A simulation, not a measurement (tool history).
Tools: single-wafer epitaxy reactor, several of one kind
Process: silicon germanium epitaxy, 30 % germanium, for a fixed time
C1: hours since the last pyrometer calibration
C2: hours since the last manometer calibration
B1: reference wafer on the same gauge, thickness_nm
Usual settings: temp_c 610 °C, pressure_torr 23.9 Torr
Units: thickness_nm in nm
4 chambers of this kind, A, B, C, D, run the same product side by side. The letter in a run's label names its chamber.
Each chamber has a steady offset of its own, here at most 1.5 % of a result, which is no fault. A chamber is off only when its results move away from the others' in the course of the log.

run 1C hour=4.2 | temp_c=610 pressure_torr=23.9 | C1=231.7 C2=975.8 | B1=76.489 | thickness_nm=76.683
run 2A hour=9.6 | temp_c=610 pressure_torr=23.9 | C1=126.6 C2=1002.3 | B1=76.438 | thickness_nm=75.637
run 3B hour=13.5 | temp_c=610 pressure_torr=23.9 | C1=972.7 C2=977.4 | B1=76.508 | thickness_nm=76.159
run 4D hour=20.9 | temp_c=610 pressure_torr=23.9 | C1=292.4 C2=435.5 | B1=76.501 | thickness_nm=76.261
run 5D hour=27.6 | temp_c=610 pressure_torr=23.9 | C1=299.1 C2=442.2 | B1=76.476 | thickness_nm=76.324
run 6A hour=33 | temp_c=610 pressure_torr=23.9 | C1=150 C2=1025.7 | B1=76.464 | thickness_nm=75.576
run 7C hour=38.8 | temp_c=610 pressure_torr=23.9 | C1=266.3 C2=1010.4 | B1=76.454 | thickness_nm=77.103
run 8B hour=44 | temp_c=602 pressure_torr=23.9 | C1=1003.2 C2=1007.9 | B1=76.542 | thickness_nm=65.743
run 9D hour=49.1 | temp_c=602 pressure_torr=23.9 | C1=320.6 C2=463.7 | B1=76.478 | thickness_nm=65.883
run 10A hour=55.7 | temp_c=602 pressure_torr=23.9 | C1=172.7 C2=1048.4 | B1=76.491 | thickness_nm=65.839
run 11C hour=60 | temp_c=602 pressure_torr=23.9 | C1=287.5 C2=1031.6 | B1=76.471 | thickness_nm=66.732
run 12B hour=65 | temp_c=610 pressure_torr=23.9 | C1=1024.2 C2=1028.9 | B1=76.469 | thickness_nm=76.076
run 13A hour=69.6 | temp_c=610 pressure_torr=23.9 | C1=186.6 C2=1062.3 | B1=76.508 | thickness_nm=75.616
run 14B hour=77.4 | temp_c=610 pressure_torr=23.9 | C1=1036.6 C2=1041.3 | B1=76.473 | thickness_nm=75.989
run 15D hour=81.6 | temp_c=610 pressure_torr=23.9 | C1=353.1 C2=496.2 | B1=76.496 | thickness_nm=75.748
run 16C hour=90 | temp_c=610 pressure_torr=23.9 | C1=317.5 C2=1061.6 | B1=76.473 | thickness_nm=76.905
run 17B hour=96.9 | temp_c=610 pressure_torr=23.9 | C1=1056.1 C2=1060.8 | B1=76.531 | thickness_nm=76.179
run 18C hour=100.6 | temp_c=610 pressure_torr=23.9 | C1=328.1 C2=1072.2 | B1=76.499 | thickness_nm=77.13
run 19D hour=106.1 | temp_c=622 pressure_torr=19.5 | C1=377.6 C2=520.7 | B1=76.46 | thickness_nm=86.139
run 20A hour=113.9 | temp_c=622 pressure_torr=19.5 | C1=230.9 C2=1106.6 | B1=76.518 | thickness_nm=86.027
run 21B hour=119.5 | temp_c=622 pressure_torr=19.5 | C1=1078.7 C2=1083.4 | B1=76.481 | thickness_nm=86.564
-- hour=124.8 chamber B: pyrometer calibrated
run 22D hour=127.1 | temp_c=622 pressure_torr=19.5 | C1=398.6 C2=541.7 | B1=76.492 | thickness_nm=86.246
run 23C hour=132.4 | temp_c=596 pressure_torr=27.1 | C1=359.9 C2=1104 | B1=76.503 | thickness_nm=63.038
run 24A hour=136.6 | temp_c=596 pressure_torr=27.1 | C1=253.6 C2=1129.3 | B1=76.533 | thickness_nm=61.611
run 25C hour=141.8 | temp_c=596 pressure_torr=27.1 | C1=369.3 C2=1113.4 | B1=76.483 | thickness_nm=63.04
run 26A hour=147.3 | temp_c=596 pressure_torr=27.1 | C1=264.3 C2=1140 | B1=76.532 | thickness_nm=61.955
run 27B hour=152.9 | temp_c=621 pressure_torr=21.9 | C1=28.2 C2=1116.8 | B1=76.498 | thickness_nm=89.712
run 28D hour=156.7 | temp_c=621 pressure_torr=21.9 | C1=428.2 C2=571.3 | B1=76.473 | thickness_nm=88.395
run 29C hour=162.8 | temp_c=621 pressure_torr=21.9 | C1=390.3 C2=1134.4 | B1=76.523 | thickness_nm=90.466
run 30D hour=171.2 | temp_c=621 pressure_torr=21.9 | C1=442.7 C2=585.8 | B1=76.503 | thickness_nm=88.347
run 31B hour=176.4 | temp_c=610 pressure_torr=23.9 | C1=51.7 C2=1140.3 | B1=76.469 | thickness_nm=75.741
run 32A hour=183.2 | temp_c=610 pressure_torr=23.9 | C1=300.2 C2=1175.9 | B1=76.486 | thickness_nm=75.423

What goes on in this fleet: one chamber off, a drifting gauge, or nothing beyond the chambers' own small offsets? Name the chamber and the cause, if any.

Chamber D drifts away from the others.
Cause: true pressure below the setpoint (%) = 5.18.
The log may not tell that from: wafer temperature below the value expected at the setpoint (K).

Here are 4 candidates for chamber D's next run, each the usual settings with a change, their results left as question marks. Which one brings its results back in line with what the others give on the usual settings?
In line means no further than this from the other chambers' mean on the usual settings: thickness_nm 0.64 nm
run 33D-1 hour=189.3 | temp_c=609 pressure_torr=23.8 | thickness_nm=?
run 33D-2 hour=189.3 | temp_c=610 pressure_torr=23.6 | thickness_nm=?
run 33D-3 hour=189.3 | temp_c=610 pressure_torr=24.2 | thickness_nm=?
run 33D-4 hour=189.3 | temp_c=610 pressure_torr=25.1 | thickness_nm=?

The other chambers' mean on the usual settings: thickness_nm 76.154 nm
run=33D-1 thickness_nm=73.214
run=33D-2 thickness_nm=74.301
run=33D-3 thickness_nm=75.057
run=33D-4 thickness_nm=76.171
33D-4 brings the chamber back in line.
